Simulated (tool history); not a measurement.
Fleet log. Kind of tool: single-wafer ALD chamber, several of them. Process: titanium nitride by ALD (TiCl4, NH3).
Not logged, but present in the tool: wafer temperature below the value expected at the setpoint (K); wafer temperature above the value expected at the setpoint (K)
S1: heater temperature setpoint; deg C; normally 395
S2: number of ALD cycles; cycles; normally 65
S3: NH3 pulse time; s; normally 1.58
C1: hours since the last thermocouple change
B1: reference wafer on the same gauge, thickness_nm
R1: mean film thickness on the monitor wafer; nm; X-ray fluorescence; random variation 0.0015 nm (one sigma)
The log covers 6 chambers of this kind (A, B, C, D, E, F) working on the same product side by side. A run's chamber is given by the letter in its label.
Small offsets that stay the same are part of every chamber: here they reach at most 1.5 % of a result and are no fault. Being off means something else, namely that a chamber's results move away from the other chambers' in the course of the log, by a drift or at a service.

| run | hour | S1 | S2 | S3 | C1 | B1 | R1 |
|---|---|---|---|---|---|---|---|
| 1D | 4.6 | 395 | 65 | 1.58 | 189.5 | 1.6597 | 1.405 |
| 2B | 8.2 | 395 | 65 | 1.58 | 160.2 | 1.6599 | 1.409 |
| 3A | 13.9 | 395 | 65 | 1.58 | 771.6 | 1.6593 | 1.4144 |
| 4E | 19.1 | 395 | 65 | 1.58 | 993.8 | 1.6591 | 1.4263 |
| 5F | 24 | 395 | 65 | 1.58 | 626.3 | 1.6597 | 1.4088 |
| 6C | 29.1 | 395 | 65 | 1.58 | 2535.5 | 1.659 | 1.4292 |
| 7F | 33.1 | 395 | 65 | 1.58 | 635.4 | 1.6589 | 1.4082 |
| 8D | 39.4 | 395 | 65 | 1.58 | 224.3 | 1.6585 | 1.4025 |
| 9C | 42.8 | 395 | 65 | 1.58 | 2549.2 | 1.6587 | 1.4293 |
| 10B | 49.7 | 395 | 65 | 1.58 | 201.7 | 1.6582 | 1.4105 |
| 11E | 52.7 | 395 | 65 | 1.58 | 1027.4 | 1.6581 | 1.4269 |
| 12A | 56.2 | 395 | 65 | 1.58 | 813.9 | 1.6574 | 1.4134 |
| 13D | 60.6 | 395 | 65 | 1.58 | 245.5 | 1.6577 | 1.4012 |
| 14F | 66.5 | 395 | 65 | 1.58 | 668.8 | 1.6575 | 1.4065 |
| 15C | 72.8 | 395 | 65 | 1.58 | 2579.2 | 1.6573 | 1.4312 |
| 16B | 77.6 | 395 | 65 | 1.58 | 229.6 | 1.6569 | 1.4092 |
| 17E | 82.5 | 395 | 65 | 1.58 | 1057.2 | 1.657 | 1.4254 |
| 18A | 85.9 | 395 | 65 | 1.58 | 843.6 | 1.6572 | 1.4147 |
| 19F | 89.2 | 404 | 65 | 1.58 | 691.5 | 1.6573 | 1.4166 |
| 20A | 95.5 | 404 | 65 | 1.58 | 853.2 | 1.6566 | 1.4209 |
| 21D | 99.6 | 404 | 65 | 1.58 | 284.5 | 1.6568 | 1.4089 |
| 22C | 105.6 | 404 | 65 | 1.58 | 2612 | 1.6561 | 1.4392 |
| 23E | 112.1 | 404 | 65 | 1.58 | 1086.8 | 1.6562 | 1.4364 |
| 24B | 118.1 | 404 | 65 | 1.58 | 270.1 | 1.6555 | 1.4184 |
| 25A | 122.9 | 395 | 65 | 1.58 | 880.6 | 1.6561 | 1.413 |
| 26E | 127.9 | 395 | 65 | 1.58 | 1102.6 | 1.6552 | 1.4243 |
| 27B | 132.5 | 395 | 65 | 1.58 | 284.5 | 1.6555 | 1.4054 |
| 28C | 138.6 | 395 | 65 | 1.58 | 2645 | 1.6551 | 1.4318 |
| 29D | 142.6 | 395 | 65 | 1.58 | 327.5 | 1.6551 | 1.3992 |
| 30F | 147.6 | 395 | 70 | 1.58 | 749.9 | 1.6545 | 1.5117 |
| 31C | 153 | 395 | 70 | 1.58 | 2659.4 | 1.6551 | 1.5369 |
| 32A | 158.6 | 395 | 70 | 1.58 | 916.3 | 1.6546 | 1.5203 |
| 33B | 165.3 | 395 | 70 | 1.58 | 317.3 | 1.6545 | 1.516 |
| 34F | 171.1 | 395 | 70 | 1.58 | 773.4 | 1.6542 | 1.5124 |
| 35E | 174.3 | 395 | 70 | 1.58 | 1149 | 1.6535 | 1.5331 |
| 36D | 177.8 | 395 | 65 | 1.58 | 362.7 | 1.6535 | 1.3964 |
| 37F | 183.8 | 395 | 65 | 1.58 | 786.1 | 1.6537 | 1.4045 |
| 38B | 187.6 | 395 | 65 | 1.58 | 339.6 | 1.6534 | 1.4051 |
| 39D | 192.4 | 395 | 65 | 1.58 | 377.3 | 1.6532 | 1.3979 |
| 40E | 196.1 | 395 | 65 | 1.58 | 1170.8 | 1.6535 | 1.4232 |

Next, every chamber runs the same settings. What will each give?
| 41A | 201 | 395 | 65 | 1.58 |  |  | ? |
| 41B | 201 | 395 | 65 | 1.58 |  |  | ? |
| 41C | 201 | 395 | 65 | 1.58 |  |  | ? |
| 41D | 201 | 395 | 65 | 1.58 |  |  | ? |
| 41E | 201 | 395 | 65 | 1.58 |  |  | ? |
| 41F | 201 | 395 | 65 | 1.58 |  |  | ? |

| run | R1 |
|---|---|
| 41A | 1.4109 |
| 41B | 1.407 |
| 41C | 1.4275 |
| 41D | 1.398 |
| 41E | 1.4203 |
| 41F | 1.4031 |
